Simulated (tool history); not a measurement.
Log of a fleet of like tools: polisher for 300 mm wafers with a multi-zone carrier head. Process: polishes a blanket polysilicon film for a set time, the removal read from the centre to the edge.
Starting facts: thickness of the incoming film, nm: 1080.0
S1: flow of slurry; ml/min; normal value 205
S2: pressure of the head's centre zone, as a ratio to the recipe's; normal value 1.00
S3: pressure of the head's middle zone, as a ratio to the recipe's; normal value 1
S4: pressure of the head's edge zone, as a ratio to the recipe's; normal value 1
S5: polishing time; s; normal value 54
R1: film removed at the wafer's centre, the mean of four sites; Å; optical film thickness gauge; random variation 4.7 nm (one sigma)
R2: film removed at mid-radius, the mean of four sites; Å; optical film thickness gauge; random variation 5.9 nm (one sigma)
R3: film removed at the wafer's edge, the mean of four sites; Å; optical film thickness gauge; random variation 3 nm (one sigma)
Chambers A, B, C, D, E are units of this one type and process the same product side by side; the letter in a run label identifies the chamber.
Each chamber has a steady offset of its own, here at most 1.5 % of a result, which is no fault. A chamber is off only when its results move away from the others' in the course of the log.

| run | day | S1 | S2 | S3 | S4 | S5 | R1 | R2 | R3 |
|---|---|---|---|---|---|---|---|---|---|
| 1D | 0.150 | 205 | 1.00 | 1 | 1 | 54 | 4408.3 | 4250.8 | 4311.6 |
| 2C | 0.304 | 205 | 1.00 | 1 | 1 | 54 | 4334.6 | 4401.4 | 4280.8 |
|  | 0.383 | chamber B: worn pad replaced by a new one |
| 3B | 0.462 | 205 | 1.00 | 1 | 1 | 54 | 4211.0 | 4356.9 | 4355.9 |
|  | 0.521 | chamber C: slurry nozzle cleaned |
|  | 0.588 | chamber A: worn pad replaced by a new one |
| 4A | 0.671 | 205 | 1.00 | 1 | 1 | 54 | 4343.9 | 4329.9 | 4314.9 |
| 5E | 0.879 | 165 | 1.00 | 1 | 1 | 54 | 4144.8 | 4204.4 | 4209.8 |
|  | 0.996 | chamber A: centre zone pressure recalibrated |
| 6A | 1.021 | 165 | 1.00 | 1 | 1 | 54 | 4130.6 | 4072.6 | 4223.6 |
| 7D | 1.233 | 165 | 1.00 | 1 | 1 | 54 | 4144.8 | 4195.9 | 4243.8 |
| 8B | 1.425 | 165 | 1.00 | 1 | 1 | 54 | 4041.6 | 4091.3 | 4195.9 |
| 9C | 1.608 | 165 | 1.00 | 1 | 1 | 54 | 4132.3 | 4290.1 | 4230.7 |
| 10E | 1.750 | 205 | 1.00 | 1 | 1 | 54 | 4218.5 | 4306.3 | 4361.7 |
| 11D | 1.925 | 205 | 1.00 | 1 | 1 | 54 | 4377.5 | 4359.2 | 4353.3 |
| 12E | 2.025 | 205 | 1.00 | 1 | 1 | 54 | 4247.4 | 4375.3 | 4305.1 |
|  | 2.067 | chamber E: worn pad replaced by a new one |
| 13C | 2.233 | 205 | 1.00 | 1 | 1 | 54 | 4220.3 | 4311.1 | 4282.4 |
| 14A | 2.367 | 205 | 1.00 | 1 | 1 | 54 | 4288.3 | 4241.1 | 4272.6 |
| 15B | 2.488 | 145 | 1.00 | 1 | 1 | 48 | 3560.7 | 3592.0 | 3639.9 |
| 16C | 2.583 | 145 | 1.00 | 1 | 1 | 48 | 3577.2 | 3595.5 | 3689.8 |
| 17D | 2.692 | 145 | 1.00 | 1 | 1 | 48 | 3606.6 | 3509.4 | 3699.2 |
|  | 2.725 | chamber A: worn pad replaced by a new one |
|  | 2.750 | chamber C: worn pad replaced by a new one |
| 18E | 2.817 | 145 | 1.00 | 1 | 1 | 48 | 3547.7 | 3717.6 | 3648.2 |
| 19B | 3.021 | 145 | 1.00 | 1 | 1 | 48 | 3619.6 | 3564.5 | 3646.8 |
| 20A | 3.233 | 205 | 1.00 | 1 | 1 | 54 | 4372.1 | 4416.3 | 4330.6 |
|  | 3.250 | chamber D: centre zone pressure recalibrated |
|  | 3.400 | chamber E: centre zone pressure recalibrated |
| 21C | 3.417 | 205 | 1.00 | 1 | 1 | 54 | 4226.7 | 4317.4 | 4351.1 |
| 22E | 3.621 | 205 | 1.00 | 1 | 1 | 54 | 4303.6 | 4357.8 | 4346.5 |
|  | 3.750 | chamber B: worn pad replaced by a new one |
| 23A | 3.792 | 205 | 1.00 | 1 | 1 | 54 | 4368.8 | 4345.4 | 4347.2 |
| 24D | 3.912 | 205 | 1.05 | 1 | 1 | 54 | 4147.5 | 4277.0 | 4335.9 |
| 25B | 4.054 | 205 | 1.05 | 1 | 1 | 54 | 4621.5 | 4377.0 | 4299.9 |
| 26D | 4.158 | 205 | 1.05 | 1 | 1 | 54 | 4088.7 | 4291.5 | 4371.0 |
| 27A | 4.300 | 205 | 1.05 | 1 | 1 | 54 | 4619.2 | 4288.0 | 4340.8 |
| 28E | 4.508 | 205 | 1.05 | 1 | 1 | 54 | 4440.2 | 4388.9 | 4363.7 |
| 29B | 4.708 | 205 | 1.00 | 1 | 1 | 54 | 4308.9 | 4258.5 | 4268.9 |
| 30C | 4.846 | 205 | 1.00 | 1 | 1 | 54 | 4276.6 | 4421.2 | 4288.6 |
|  | 4.879 | chamber A: worn pad replaced by a new one |
| 31C | 5.050 | 205 | 1.00 | 1 | 1 | 65 | 5253.1 | 5201.1 | 5190.0 |
| 32A | 5.225 | 205 | 1.00 | 1 | 1 | 65 | 5196.7 | 5205.2 | 5212.3 |
| 33E | 5.429 | 205 | 1.00 | 1 | 1 | 65 | 5201.6 | 5150.6 | 5220.6 |
| 34D | 5.558 | 205 | 1.00 | 1 | 1 | 65 | 4646.9 | 5079.8 | 5212.5 |
| 35B | 5.654 | 205 | 1.00 | 1 | 1 | 65 | 5148.1 | 5262.0 | 5153.2 |
| 36D | 5.817 | 205 | 1.00 | 1 | 1 | 54 | 3913.5 | 4290.2 | 4301.8 |
| 37A | 5.958 | 205 | 1.00 | 1 | 1 | 54 | 4352.4 | 4346.9 | 4327.7 |
| 38C | 6.054 | 205 | 1.00 | 1 | 1 | 54 | 4296.1 | 4319.7 | 4269.9 |
| 39E | 6.208 | 205 | 1.00 | 1 | 1 | 54 | 4280.9 | 4398.8 | 4312.9 |

Predict what each chamber gives when all 5 of them run the settings below next.
| 40A | 6.362 | 260 | 1.00 | 1 | 1 | 54 | ? | ? | ? |
| 40B | 6.362 | 260 | 1.00 | 1 | 1 | 54 | ? | ? | ? |
| 40C | 6.362 | 260 | 1.00 | 1 | 1 | 54 | ? | ? | ? |
| 40D | 6.362 | 260 | 1.00 | 1 | 1 | 54 | ? | ? | ? |
| 40E | 6.362 | 260 | 1.00 | 1 | 1 | 54 | ? | ? | ? |

| run | R1 | R2 | R3 |
|---|---|---|---|
| 40A | 4462.6 | 4465.2 | 4394.0 |
| 40B | 4438.8 | 4524.5 | 4446.3 |
| 40C | 4400.6 | 4358.2 | 4448.3 |
| 40D | 4053.5 | 4365.5 | 4375.3 |
| 40E | 4431.2 | 4400.7 | 4423.1 |
